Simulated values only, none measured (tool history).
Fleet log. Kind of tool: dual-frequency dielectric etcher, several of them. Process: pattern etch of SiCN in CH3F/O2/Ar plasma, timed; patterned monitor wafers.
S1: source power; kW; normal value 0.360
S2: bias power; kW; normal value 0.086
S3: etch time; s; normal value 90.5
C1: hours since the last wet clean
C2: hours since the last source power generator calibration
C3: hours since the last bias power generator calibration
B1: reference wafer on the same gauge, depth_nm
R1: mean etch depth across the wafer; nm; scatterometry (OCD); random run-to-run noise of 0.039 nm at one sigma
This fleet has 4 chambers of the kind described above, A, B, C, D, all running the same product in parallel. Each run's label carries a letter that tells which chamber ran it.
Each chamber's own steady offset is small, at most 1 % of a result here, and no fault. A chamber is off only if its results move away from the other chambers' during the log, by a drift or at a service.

run,hour,S1,S2,S3,C1,C2,C3,B1,R1
1D,3.8,0.360,0.086,90.5,88.6,125.4,114.9,32.103,34.581
2B,8.5,0.360,0.086,90.5,294.6,1864.7,413.6,32.108,34.951
3C,12.6,0.360,0.086,90.5,64.3,995.2,543.9,32.123,34.775
4A,17.1,0.360,0.086,90.5,330.1,1583.6,2919.2,32.124,34.839
5A,19.9,0.360,0.086,90.5,332.9,1586.4,2922.0,32.126,34.867
6D,24.2,0.360,0.086,90.5,109.0,145.8,135.3,32.125,34.647
7C,27.5,0.360,0.086,90.5,79.2,1010.1,558.8,32.143,34.796
8B,31.4,0.360,0.086,90.5,317.5,1887.6,436.5,32.143,35.008
9A,34.9,0.360,0.086,90.5,347.9,1601.4,2937.0,32.147,34.918
10C,38.9,0.360,0.069,90.5,90.6,1021.5,570.2,32.155,32.153
11D,41.2,0.360,0.069,90.5,126.0,162.8,152.3,32.162,32.082
12B,44.3,0.360,0.069,90.5,330.4,1900.5,449.4,32.150,32.375
13D,48.2,0.360,0.069,90.5,133.0,169.8,159.3,32.162,32.053
14B,52.6,0.360,0.086,90.5,338.7,1908.8,457.7,32.171,34.992
15A,57.2,0.360,0.086,90.5,370.2,1623.7,2959.3,32.180,34.871
16C,60.2,0.360,0.086,90.5,111.9,1042.8,591.5,32.174,34.890
17B,63.3,0.360,0.086,90.5,349.4,1919.5,468.4,32.191,35.027
18A,68.0,0.360,0.086,90.5,381.0,1634.5,2970.1,32.191,34.914
19D,70.3,0.360,0.086,90.5,155.1,191.9,181.4,32.198,34.783
20C,72.9,0.360,0.086,90.5,124.6,1055.5,604.2,32.200,34.862
21D,76.9,0.360,0.086,90.5,161.7,198.5,188.0,32.188,34.714
22B,81.0,0.360,0.086,90.5,367.1,1937.2,486.1,32.208,35.065
23A,84.6,0.360,0.086,90.5,397.6,1651.1,2986.7,32.209,35.040
24C,89.2,0.410,0.099,90.5,140.9,1071.8,620.5,32.210,38.659
25B,93.2,0.410,0.099,90.5,379.3,1949.4,498.3,32.219,38.793
26C,95.6,0.410,0.099,90.5,147.3,1078.2,626.9,32.224,38.636
27A,99.7,0.410,0.099,90.5,412.7,1666.2,3001.8,32.235,38.677
28D,103.8,0.390,0.086,90.5,188.6,225.4,214.9,32.236,35.840
29A,108.3,0.390,0.086,90.5,421.3,1674.8,3010.4,32.243,36.032

Which is it: a chamber that has drifted or been left off by a service, a gauge drift common to all chambers, or only each chamber's usual small offset? If a chamber is off, name it and its likeliest cause.

No chamber is off; the gauge reading every chamber's wafers drifts, which makes the whole fleet appear to move together.
Likeliest cause: gauge reads high (%) = 0.462.
